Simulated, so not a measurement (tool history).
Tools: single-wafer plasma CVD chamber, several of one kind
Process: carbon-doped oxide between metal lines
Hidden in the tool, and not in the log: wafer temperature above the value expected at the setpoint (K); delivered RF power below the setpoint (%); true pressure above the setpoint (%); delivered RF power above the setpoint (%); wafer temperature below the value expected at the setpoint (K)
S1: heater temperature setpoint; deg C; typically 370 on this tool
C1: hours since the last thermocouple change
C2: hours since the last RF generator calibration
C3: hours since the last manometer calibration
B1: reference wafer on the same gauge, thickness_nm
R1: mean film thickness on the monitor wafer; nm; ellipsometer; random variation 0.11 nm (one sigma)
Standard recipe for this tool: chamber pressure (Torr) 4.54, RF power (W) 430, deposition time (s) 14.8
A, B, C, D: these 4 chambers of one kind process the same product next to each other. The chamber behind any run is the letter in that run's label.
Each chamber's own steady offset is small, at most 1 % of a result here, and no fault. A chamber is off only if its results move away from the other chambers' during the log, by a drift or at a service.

run 1C hour=6.3 | S1=370 chamber_pressure_(Torr)=4.54 RF_power_(W)=430 deposition_time_(s)=14.8 | C1=897.9 C2=1418.7 C3=509.8 | B1=63.799 | R1=64.523
run 2B hour=13.3 | S1=370 chamber_pressure_(Torr)=4.54 RF_power_(W)=430 deposition_time_(s)=14.8 | C1=868.6 C2=2287.8 C3=1687.1 | B1=63.817 | R1=65.401
run 3A hour=22.0 | S1=370 chamber_pressure_(Torr)=4.54 RF_power_(W)=430 deposition_time_(s)=14.8 | C1=1029.6 C2=1751.6 C3=1327.7 | B1=63.825 | R1=65.064
run 4D hour=28.2 | S1=370 chamber_pressure_(Torr)=4.54 RF_power_(W)=430 deposition_time_(s)=14.8 | C1=2149.8 C2=1639.2 C3=314.8 | B1=63.853 | R1=65.241
run 5C hour=38.1 | S1=370 chamber_pressure_(Torr)=4.54 RF_power_(W)=430 deposition_time_(s)=14.8 | C1=929.7 C2=1450.5 C3=541.6 | B1=63.837 | R1=64.679
run 6A hour=44.8 | S1=370 chamber_pressure_(Torr)=4.54 RF_power_(W)=430 deposition_time_(s)=14.8 | C1=1052.4 C2=1774.4 C3=1350.5 | B1=63.859 | R1=64.820
run 7B hour=50.5 | S1=370 chamber_pressure_(Torr)=4.54 RF_power_(W)=430 deposition_time_(s)=14.8 | C1=905.8 C2=2325.0 C3=1724.3 | B1=63.858 | R1=65.335
run 8D hour=57.6 | S1=370 chamber_pressure_(Torr)=4.54 RF_power_(W)=430 deposition_time_(s)=14.8 | C1=2179.2 C2=1668.6 C3=344.2 | B1=63.899 | R1=65.329
run 9A hour=64.8 | S1=370 chamber_pressure_(Torr)=4.54 RF_power_(W)=430 deposition_time_(s)=14.8 | C1=1072.4 C2=1794.4 C3=1370.5 | B1=63.900 | R1=64.952
run 10C hour=72.4 | S1=370 chamber_pressure_(Torr)=4.54 RF_power_(W)=430 deposition_time_(s)=14.8 | C1=964.0 C2=1484.8 C3=575.9 | B1=63.891 | R1=64.895
run 11B hour=81.9 | S1=370 chamber_pressure_(Torr)=4.54 RF_power_(W)=430 deposition_time_(s)=12.4 | C1=937.2 C2=2356.4 C3=1755.7 | B1=63.905 | R1=54.872
run 12D hour=94.2 | S1=370 chamber_pressure_(Torr)=4.54 RF_power_(W)=430 deposition_time_(s)=12.4 | C1=2215.8 C2=1705.2 C3=380.8 | B1=63.943 | R1=54.896
run 13A hour=104.3 | S1=370 chamber_pressure_(Torr)=4.54 RF_power_(W)=430 deposition_time_(s)=12.4 | C1=1111.9 C2=1833.9 C3=1410.0 | B1=63.947 | R1=54.623
run 14B hour=110.0 | S1=370 chamber_pressure_(Torr)=4.54 RF_power_(W)=430 deposition_time_(s)=12.4 | C1=965.3 C2=2384.5 C3=1783.8 | B1=63.953 | R1=55.011
-- hour=110.6 chamber C: thermocouple changed; heater temperature recalibrated
run 15C hour=120.1 | S1=370 chamber_pressure_(Torr)=4.54 RF_power_(W)=430 deposition_time_(s)=14.8 | C1=9.6 C2=1532.5 C3=623.6 | B1=63.966 | R1=64.702
run 16D hour=126.7 | S1=370 chamber_pressure_(Torr)=4.54 RF_power_(W)=430 deposition_time_(s)=14.8 | C1=2248.3 C2=1737.7 C3=413.3 | B1=63.934 | R1=65.314
run 17A hour=133.2 | S1=370 chamber_pressure_(Torr)=4.54 RF_power_(W)=430 deposition_time_(s)=14.8 | C1=1140.8 C2=1862.8 C3=1438.9 | B1=64.008 | R1=65.142
run 18B hour=143.7 | S1=370 chamber_pressure_(Torr)=4.54 RF_power_(W)=430 deposition_time_(s)=14.8 | C1=999.0 C2=2418.2 C3=1817.5 | B1=63.997 | R1=65.423
-- hour=152.0 chamber B: capacitance manometer re-zeroed and calibrated
run 19C hour=154.1 | S1=370 chamber_pressure_(Torr)=4.54 RF_power_(W)=430 deposition_time_(s)=14.8 | C1=43.6 C2=1566.5 C3=657.6 | B1=64.030 | R1=64.842
run 20D hour=164.0 | S1=370 chamber_pressure_(Torr)=4.54 RF_power_(W)=430 deposition_time_(s)=14.8 | C1=2285.6 C2=1775.0 C3=450.6 | B1=64.014 | R1=65.431
run 21A hour=176.2 | S1=370 chamber_pressure_(Torr)=4.54 RF_power_(W)=430 deposition_time_(s)=14.8 | C1=1183.8 C2=1905.8 C3=1481.9 | B1=64.029 | R1=65.038
run 22D hour=185.5 | S1=370 chamber_pressure_(Torr)=4.54 RF_power_(W)=430 deposition_time_(s)=14.8 | C1=2307.1 C2=1796.5 C3=472.1 | B1=64.042 | R1=65.431
run 23B hour=191.2 | S1=370 chamber_pressure_(Torr)=4.54 RF_power_(W)=430 deposition_time_(s)=14.8 | C1=1046.5 C2=2465.7 C3=39.2 | B1=64.064 | R1=65.794
run 24C hour=197.1 | S1=370 chamber_pressure_(Torr)=4.54 RF_power_(W)=430 deposition_time_(s)=14.8 | C1=86.6 C2=1609.5 C3=700.6 | B1=64.061 | R1=64.861
run 25C hour=208.6 | S1=370 chamber_pressure_(Torr)=3.66 RF_power_(W)=395 deposition_time_(s)=14.8 | C1=98.1 C2=1621.0 C3=712.1 | B1=64.083 | R1=59.288
-- hour=209.1 chamber D: RF generator calibrated
-- hour=210.9 chamber D: thermocouple changed; heater temperature recalibrated
run 26D hour=214.3 | S1=370 chamber_pressure_(Torr)=3.66 RF_power_(W)=395 deposition_time_(s)=14.8 | C1=3.4 C2=5.2 C3=500.9 | B1=64.080 | R1=59.611
run 27A hour=224.1 | S1=370 chamber_pressure_(Torr)=3.66 RF_power_(W)=395 deposition_time_(s)=14.8 | C1=1231.7 C2=1953.7 C3=1529.8 | B1=64.073 | R1=59.504
-- hour=229.3 chamber B: RF generator calibrated
run 28B hour=232.1 | S1=370 chamber_pressure_(Torr)=3.66 RF_power_(W)=395 deposition_time_(s)=14.8 | C1=1087.4 C2=2.9 C3=80.1 | B1=64.116 | R1=59.787
run 29B hour=244.4 | S1=370 chamber_pressure_(Torr)=4.54 RF_power_(W)=430 deposition_time_(s)=14.8 | C1=1099.7 C2=15.2 C3=92.4 | B1=64.116 | R1=65.439
run 30A hour=256.6 | S1=370 chamber_pressure_(Torr)=4.54 RF_power_(W)=430 deposition_time_(s)=14.8 | C1=1264.2 C2=1986.2 C3=1562.3 | B1=64.128 | R1=65.435
run 31C hour=268.4 | S1=370 chamber_pressure_(Torr)=4.54 RF_power_(W)=430 deposition_time_(s)=14.8 | C1=157.9 C2=1680.8 C3=771.9 | B1=64.185 | R1=64.802
run 32D hour=280.6 | S1=370 chamber_pressure_(Torr)=5.19 RF_power_(W)=430 deposition_time_(s)=16.7 | C1=69.7 C2=71.5 C3=567.2 | B1=64.145 | R1=75.205
run 33B hour=288.4 | S1=370 chamber_pressure_(Torr)=5.19 RF_power_(W)=430 deposition_time_(s)=16.7 | C1=1143.7 C2=59.2 C3=136.4 | B1=64.172 | R1=75.479
run 34A hour=298.5 | S1=370 chamber_pressure_(Torr)=5.19 RF_power_(W)=430 deposition_time_(s)=16.7 | C1=1306.1 C2=2028.1 C3=1604.2 | B1=64.175 | R1=74.678
run 35C hour=304.2 | S1=370 chamber_pressure_(Torr)=5.19 RF_power_(W)=430 deposition_time_(s)=16.7 | C1=193.7 C2=1716.6 C3=807.7 | B1=64.205 | R1=74.549
run 36D hour=309.7 | S1=370 chamber_pressure_(Torr)=4.54 RF_power_(W)=430 deposition_time_(s)=14.8 | C1=98.8 C2=100.6 C3=596.3 | B1=64.207 | R1=65.732
run 37B hour=316.9 | S1=370 chamber_pressure_(Torr)=4.54 RF_power_(W)=430 deposition_time_(s)=14.8 | C1=1172.2 C2=87.7 C3=164.9 | B1=64.213 | R1=65.651

Next, every chamber runs the same settings. What will each give?
run 38A hour=325.8 | S1=370 chamber_pressure_(Torr)=4.54 RF_power_(W)=430 deposition_time_(s)=14.8 | R1=?
run 38B hour=325.8 | S1=370 chamber_pressure_(Torr)=4.54 RF_power_(W)=430 deposition_time_(s)=14.8 | R1=?
run 38C hour=325.8 | S1=370 chamber_pressure_(Torr)=4.54 RF_power_(W)=430 deposition_time_(s)=14.8 | R1=?
run 38D hour=325.8 | S1=370 chamber_pressure_(Torr)=4.54 RF_power_(W)=430 deposition_time_(s)=14.8 | R1=?

run=38A R1=65.575
run=38B R1=65.836
run=38C R1=65.059
run=38D R1=65.574

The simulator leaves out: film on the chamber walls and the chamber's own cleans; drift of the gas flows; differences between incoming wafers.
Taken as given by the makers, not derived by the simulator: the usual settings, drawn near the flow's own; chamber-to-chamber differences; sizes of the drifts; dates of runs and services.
